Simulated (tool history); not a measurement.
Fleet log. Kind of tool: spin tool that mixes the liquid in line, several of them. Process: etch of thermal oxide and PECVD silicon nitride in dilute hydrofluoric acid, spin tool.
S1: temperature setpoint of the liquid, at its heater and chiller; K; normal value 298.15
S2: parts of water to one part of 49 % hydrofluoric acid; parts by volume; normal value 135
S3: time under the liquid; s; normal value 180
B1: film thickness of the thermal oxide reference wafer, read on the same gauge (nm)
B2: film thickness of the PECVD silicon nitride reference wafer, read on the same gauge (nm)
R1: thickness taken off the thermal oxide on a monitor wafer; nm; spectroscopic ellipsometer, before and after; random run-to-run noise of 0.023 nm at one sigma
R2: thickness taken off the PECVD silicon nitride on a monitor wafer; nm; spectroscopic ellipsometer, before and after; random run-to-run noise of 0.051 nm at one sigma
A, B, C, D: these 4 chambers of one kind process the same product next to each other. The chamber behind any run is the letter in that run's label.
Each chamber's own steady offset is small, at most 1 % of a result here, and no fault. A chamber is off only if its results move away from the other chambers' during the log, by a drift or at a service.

run   hour      S1   S2   S3      B1      B2      R1      R2
 1D    5.2  298.15  135  180   70.03  79.957  6.1869  7.5833
 2A    9.3  298.15  135  180  69.977  79.977  6.1954  7.5896
 3C   15.5  298.15  135  180  69.996  79.992   6.222    7.58
 4B   22.4  298.15  135  180  70.018  80.019  6.2015  7.6991
 5A   29.7  298.15  135  180  70.017  80.026   6.194  7.5231
 6B   34.9  298.15  135  180   70.02  79.987  6.2058   7.686
 7D   39.3  298.15  135  180  69.979  80.009  6.2086  7.6522
 8C   44.7  298.15  135  180  69.999  79.985  6.1802   7.573
 9D     53  298.15  135  180  69.996  80.004  6.2294   7.617
10C   59.3  298.15  135  180  69.992  79.981  6.1565  7.5403
11B   67.6  298.15  135  180  69.983  79.993  6.2474  7.7038
12A   76.4  298.15  135  230  70.015  80.008  7.9259  9.7228
13B   80.5  298.15  135  230  69.997  80.023  7.8685  9.8005
14A   87.3  298.15  135  230  69.998  79.996  7.9287  9.6897
15C   94.8  298.15  135  230  69.959  80.033  7.8712  9.6319
      96.8  -- chamber B: hydrofluoric acid flow meter replaced
16D  100.7  298.15  135  180  70.023  79.997  6.2119  7.5685
17B  107.5  294.15  135  180  70.005  79.991  5.2798  5.9048
18D  114.5  294.15  135  180  69.981  80.013  5.2883  5.8929
     115.1  -- chamber D: thermometer replaced
19C    121  294.15  135  180  69.993  80.038  5.3146  5.7171
20A  127.4  294.15  135  180  69.986  80.024  5.3552   5.793
21C  135.9  298.15  135  180  69.973  79.964  6.1955  7.5409
22B  142.5  298.15  135  180  69.988   79.99   6.249  7.6199
23D  147.2  298.15  135  180  70.004  80.017  6.1807  7.6339
24A  153.8  298.15  135  180  70.026  80.008  6.2291  7.5109
25C  160.6  298.15  175  180  70.029  79.999  4.5791    5.82
26A  167.9  298.15  175  180  70.037  79.978  4.5907  5.8859
27D  172.7  298.15  175  180  69.997  79.976  4.5622  5.8237
28B  180.4  298.15  175  180  70.008  80.007  4.5636  5.9966
29C  189.5  298.15  135  180  69.952  79.972  6.2204   7.528
30B  198.4  298.15  135  180  70.003  79.982  6.2359  7.6764
31A  203.4  298.15  135  180  69.995  80.018  6.2522  7.5698
32D  207.4  298.15  135  180   70.01  80.044  6.2001  7.5583
33A  212.4  298.15  135  180  70.027  80.014  6.2168  7.5279

Has any chamber moved away from the others, gradually or after a service, or does the common gauge drift, or do the chambers differ only by their own small steady offsets? State the chamber and the most likely cause if one applies.

No chamber is off and the gauge is stable; the differences are just each chamber's small, constant offset.
